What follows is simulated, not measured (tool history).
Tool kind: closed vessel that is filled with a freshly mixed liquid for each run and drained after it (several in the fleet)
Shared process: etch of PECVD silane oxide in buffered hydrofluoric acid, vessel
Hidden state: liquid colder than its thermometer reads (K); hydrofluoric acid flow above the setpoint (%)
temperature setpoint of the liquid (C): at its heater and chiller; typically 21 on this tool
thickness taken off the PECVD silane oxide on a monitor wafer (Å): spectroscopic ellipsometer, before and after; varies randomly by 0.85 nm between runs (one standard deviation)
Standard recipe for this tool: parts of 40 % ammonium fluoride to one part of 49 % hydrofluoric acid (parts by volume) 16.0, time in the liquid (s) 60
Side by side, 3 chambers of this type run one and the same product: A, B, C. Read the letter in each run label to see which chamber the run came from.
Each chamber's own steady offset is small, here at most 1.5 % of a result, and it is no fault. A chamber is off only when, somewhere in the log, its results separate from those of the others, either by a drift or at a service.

run	hour	temperature setpoint of the liquid (C)	parts of 40 % ammonium fluoride to one part of 49 % hydrofluoric acid (parts by volume)	time in the liquid (s)	hours since the thermometer was replaced	hours since the hydrofluoric acid flow meter was replaced	read-back film thickness of the PECVD silane oxide reference wafer, read on the same gauge (nm)	thickness taken off the PECVD silane oxide on a monitor wafer (Å)
1A	4.6	21	16.0	60	1199.1	1304.4	50.002	1604.4
2C	12.5	21	16.0	60	794.2	260.4	50.008	1626.0
3B	18.9	21	16.0	60	828.5	904.5	49.982	1617.6
4A	24.5	21	16.0	60	1219.0	1324.3	50.038	1615.3
5C	32.4	21	16.0	60	814.1	280.3	50.018	1632.5
6B	41.1	21	16.0	60	850.7	926.7	50.013	1628.3
7B	48.1	21	16.0	60	857.7	933.7	50.004	1626.9
8A	57.2	21	19.5	85	1251.7	1357.0	49.991	1867.2
9C	62.6	21	19.5	85	844.3	310.5	50.010	1904.6
10B	67.5	21	19.5	85	877.1	953.1	49.995	1892.4
11A	73.2	21	16.0	60	1267.7	1373.0	49.989	1610.5
12C	79.2	21	16.0	60	860.9	327.1	50.021	1634.3
13A	87.0	19	16.0	45	1281.5	1386.8	49.990	1096.6
14B	95.2	19	16.0	45	904.8	980.8	50.012	1099.5
15C	102.9	19	16.0	45	884.6	350.8	50.013	1093.7
16B	110.4	23	16.0	80	920.0	996.0	49.989	2441.4
17C	117.7	23	16.0	80	899.4	365.6	49.982	2411.5
18A	126.1	23	16.0	80	1320.6	1425.9	50.025	2462.6
19C	135.3	21	16.0	60	917.0	383.2	50.001	1614.9
20B	139.7	21	16.0	60	949.3	1025.3	49.983	1622.4
21A	148.0	21	16.0	60	1342.5	1447.8	50.015	1662.9
22B	152.6	19	18.5	60	962.2	1038.2	49.987	1266.5
# hour 156.6: chamber B: hydrofluoric acid flow meter replaced
23A	161.2	19	18.5	60	1355.7	1461.0	49.966	1276.5
24C	167.1	19	18.5	60	948.8	415.0	50.012	1244.7
25A	173.6	21	16.0	60	1368.1	1473.4	50.010	1665.1
26B	182.2	21	16.0	60	991.8	25.7	50.023	1621.7
27C	189.3	21	16.0	60	971.0	437.2	50.011	1616.6

Predict what each chamber gives when all 3 of them run the settings below next.
28A	196.0	21	16.0	60				?
28B	196.0	21	16.0	60				?
28C	196.0	21	16.0	60				?

run	thickness taken off the PECVD silane oxide on a monitor wafer (Å)
28A	1663.8
28B	1617.3
28C	1624.4

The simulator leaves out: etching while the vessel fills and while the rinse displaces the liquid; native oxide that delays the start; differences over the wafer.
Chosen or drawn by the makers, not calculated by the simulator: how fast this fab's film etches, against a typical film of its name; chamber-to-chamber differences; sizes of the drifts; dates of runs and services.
